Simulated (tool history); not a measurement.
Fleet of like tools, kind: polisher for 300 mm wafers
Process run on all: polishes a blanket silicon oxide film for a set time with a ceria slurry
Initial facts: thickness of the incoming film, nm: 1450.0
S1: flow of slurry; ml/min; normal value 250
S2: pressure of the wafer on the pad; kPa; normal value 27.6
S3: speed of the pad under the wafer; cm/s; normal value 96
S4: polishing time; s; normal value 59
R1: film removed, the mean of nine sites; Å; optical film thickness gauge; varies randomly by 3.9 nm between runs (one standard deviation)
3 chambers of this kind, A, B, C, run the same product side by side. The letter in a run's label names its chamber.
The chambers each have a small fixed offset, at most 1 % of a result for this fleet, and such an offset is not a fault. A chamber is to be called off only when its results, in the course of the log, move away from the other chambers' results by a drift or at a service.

run   hour   S1    S2   S3  S4      R1
 1B    8.8  250  27.6   96  59  3377.2
      14.9  -- chamber A: worn pad replaced by a new one
 2A   19.9  250  27.6   96  59  3435.7
      25.1  -- chamber A: slurry nozzle cleaned
      25.6  -- chamber B: worn pad replaced by a new one
 3C   28.1  250  27.6   96  59  3391.8
 4B   39.4  250  27.6   96  59  3487.0
 5A   50.9  250  27.6   96  59  3396.0
      63.3  -- chamber A: worn pad replaced by a new one
 6C   64.2  250  27.6   96  59  3412.3
      68.1  -- chamber C: head pressure recalibrated
 7B   75.1  250  27.6   96  59  3353.7
 8C   84.8  250  27.6   96  59  3375.7
 9A   90.6  250  27.6   96  59  3421.8
      91.9  -- chamber B: head pressure recalibrated
      97.6  -- chamber B: slurry nozzle cleaned
      99.6  -- chamber C: worn pad replaced by a new one
10C  101.0  250  27.6   96  59  3451.0
     105.1  -- chamber B: worn pad replaced by a new one
11A  111.5  250  27.6   96  59  3334.8
     116.2  -- chamber A: worn pad replaced by a new one
12B  120.5  250  27.6   96  59  3344.6
13A  132.0  190  32.4   96  59  3772.7
14B  141.4  190  32.4   96  59  3809.4
15C  154.6  190  32.4   96  59  3899.9
     166.2  -- chamber A: worn pad replaced by a new one
16A  166.6  250  27.6   96  59  3311.1
     177.3  -- chamber B: worn pad replaced by a new one
17B  178.7  205  18.6   96  59  2229.0
18C  191.0  205  18.6   96  59  2238.8
19B  200.2  205  18.6   96  59  2184.6
     205.3  -- chamber C: worn pad replaced by a new one
20A  211.5  250  27.6   96  59  3186.4
     218.0  -- chamber A: worn pad replaced by a new one
21C  220.1  250  31.0  126  59  4950.3
22A  229.9  250  31.0  126  59  4633.5
23B  241.0  250  31.0  126  59  4982.3

What goes on in this fleet: one chamber off, a drifting gauge, or nothing beyond the chambers' own small offsets? Name the chamber and the cause, if any.

It is chamber A that slowly wanders off from its peers.
Cause: head's pressure below its setpoint, % = 9.5.

Here are 4 candidates for chamber A's next run, each the usual settings with a change, their results left as question marks. Which one brings its results back in line with what the others give on the usual settings?
Counts as in line when no further than this from what the other chambers average on the usual settings: R1 140.0 Å
24A-1  250.6  250  27.6  100  62   ?
24A-2  250.6  250  27.6   98  59   ?
24A-3  250.6  250  26.2   96  56   ?
24A-4  250.6  250  27.6   96  58   ?

What the other chambers average on the usual settings: R1 3389.6 Å
  run      R1
24A-1  3400.2
24A-2  3171.9
24A-3  2802.1
24A-4  3055.5
The answer is 24A-1, which returns the chamber to within the allowed miss of the others.
